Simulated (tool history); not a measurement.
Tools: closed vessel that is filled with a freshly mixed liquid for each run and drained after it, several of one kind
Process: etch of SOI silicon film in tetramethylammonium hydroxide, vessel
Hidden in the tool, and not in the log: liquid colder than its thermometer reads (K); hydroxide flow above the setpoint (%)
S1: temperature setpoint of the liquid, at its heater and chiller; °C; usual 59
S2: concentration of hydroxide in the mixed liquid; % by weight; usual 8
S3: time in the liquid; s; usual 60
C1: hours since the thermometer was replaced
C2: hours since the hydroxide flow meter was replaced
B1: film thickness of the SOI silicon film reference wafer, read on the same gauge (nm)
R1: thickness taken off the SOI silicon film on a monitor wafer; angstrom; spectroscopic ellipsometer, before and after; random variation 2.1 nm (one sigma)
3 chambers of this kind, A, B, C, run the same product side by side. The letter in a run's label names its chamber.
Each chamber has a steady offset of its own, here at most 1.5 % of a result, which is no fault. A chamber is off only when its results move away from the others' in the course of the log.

| run | hour | S1 | S2 | S3 | C1 | C2 | B1 | R1 |
|---|---|---|---|---|---|---|---|---|
| 1C | 7.1 | 59 | 8 | 60 | 667 | 2200.7 | 109.99 | 2310.3 |
| 2B | 15.4 | 59 | 8 | 60 | 1287.8 | 57.9 | 110.02 | 2298.9 |
| 3A | 21.9 | 59 | 8 | 60 | 1137.3 | 532.9 | 110 | 2350.2 |
| 4B | 26.2 | 59 | 8 | 60 | 1298.6 | 68.7 | 109.99 | 2298.3 |
| 5C | 31.5 | 59 | 8 | 60 | 691.4 | 2225.1 | 110 | 2320.2 |
| 6A | 38.3 | 59 | 8 | 60 | 1153.7 | 549.3 | 110.01 | 2312.9 |
| 7B | 44.2 | 59 | 8 | 60 | 1316.6 | 86.7 | 110 | 2275.9 |
| 8A | 52.7 | 59 | 8 | 60 | 1168.1 | 563.7 | 110 | 2350.7 |
| 9C | 57.5 | 59 | 8 | 60 | 717.4 | 2251.1 | 109.98 | 2308.4 |
| 10C | 63.4 | 59 | 8 | 60 | 723.3 | 2257 | 109.98 | 2333.6 |
| 11B | 68.7 | 59 | 8 | 60 | 1341.1 | 111.2 | 110.01 | 2264.6 |
| 12A | 73 | 59 | 8 | 60 | 1188.4 | 584 | 109.99 | 2354.7 |
| 13C | 80.5 | 59 | 8 | 60 | 740.4 | 2274.1 | 110 | 2352.6 |
| 14B | 85.2 | 59 | 8 | 60 | 1357.6 | 127.7 | 110 | 2269.6 |
| 15A | 89.5 | 59 | 8 | 60 | 1204.9 | 600.5 | 110.01 | 2338.9 |
|  | 96.7 | chamber C: thermometer replaced |
| 16B | 97.6 | 59 | 8 | 60 | 1370 | 140.1 | 110 | 2245.2 |
| 17A | 105.9 | 59 | 8 | 60 | 1221.3 | 616.9 | 110 | 2328.7 |
| 18C | 110.3 | 59 | 8 | 60 | 13.6 | 2303.9 | 110 | 2341.2 |
| 19B | 116 | 59 | 8 | 60 | 1388.4 | 158.5 | 110.03 | 2213.8 |
| 20A | 125.5 | 59 | 8 | 60 | 1240.9 | 636.5 | 110.02 | 2347.2 |
| 21C | 129.8 | 59 | 6 | 30 | 33.1 | 2323.4 | 110 | 1254.4 |
|  | 131.1 | chamber C: hydroxide flow meter replaced |
| 22C | 138.4 | 59 | 6 | 30 | 41.7 | 7.4 | 110.02 | 1245.3 |
| 23A | 147 | 59 | 6 | 30 | 1262.4 | 658 | 110.02 | 1261.2 |
| 24B | 151.5 | 59 | 8 | 60 | 1423.9 | 194 | 110 | 2149.9 |
| 25B | 156.6 | 59 | 8 | 60 | 1429 | 199.1 | 110 | 2154 |
| 26C | 164 | 59 | 8 | 60 | 67.3 | 33 | 109.99 | 2331 |
| 27A | 170.4 | 59 | 8 | 60 | 1285.8 | 681.4 | 109.99 | 2326.6 |
| 28B | 179.1 | 59 | 8 | 60 | 1451.5 | 221.6 | 110 | 2111.6 |
| 29A | 183.6 | 59 | 8 | 60 | 1299 | 694.6 | 110 | 2346.2 |
| 30C | 192.5 | 59 | 8 | 60 | 95.8 | 61.5 | 110.01 | 2350.6 |
| 31B | 198.7 | 59 | 8 | 60 | 1471.1 | 241.2 | 110 | 2105.4 |
| 32A | 203.1 | 59 | 8 | 60 | 1318.5 | 714.1 | 109.99 | 2339.5 |
| 33C | 209.5 | 59 | 8 | 60 | 112.8 | 78.5 | 109.98 | 2316.5 |
| 34B | 217 | 59 | 6.5 | 90 | 1489.4 | 259.5 | 110.01 | 3302.7 |
| 35A | 225.6 | 59 | 6.5 | 90 | 1341 | 736.6 | 110 | 3671.3 |

What goes on in this fleet: one chamber off, a drifting gauge, or nothing beyond the chambers' own small offsets? Name the chamber and the cause, if any.

Chamber B drifts away from the others.
Cause: liquid colder than its thermometer reads (K) = 1.91.

Here are 4 candidates for chamber B's next run, each the usual settings with a change, their results left as question marks. Which one brings its results back in line with what the others give on the usual settings?
In line means no further than this from the other chambers' mean on the usual settings: R1 73 angstrom
| 36B-1 | 232.6 | 54.5 | 8 | 60 |  |  |  | ? |
| 36B-2 | 232.6 | 61 | 8 | 60 |  |  |  | ? |
| 36B-3 | 232.6 | 63.5 | 7.5 | 60 |  |  |  | ? |
| 36B-4 | 232.6 | 59 | 11.5 | 60 |  |  |  | ? |

The other chambers' mean on the usual settings: R1 2334.7 angstrom
| run | R1 |
|---|---|
| 36B-1 | 1531.5 |
| 36B-2 | 2331.2 |
| 36B-3 | 2780.2 |
| 36B-4 | 1803.9 |
36B-2 brings the chamber back in line.

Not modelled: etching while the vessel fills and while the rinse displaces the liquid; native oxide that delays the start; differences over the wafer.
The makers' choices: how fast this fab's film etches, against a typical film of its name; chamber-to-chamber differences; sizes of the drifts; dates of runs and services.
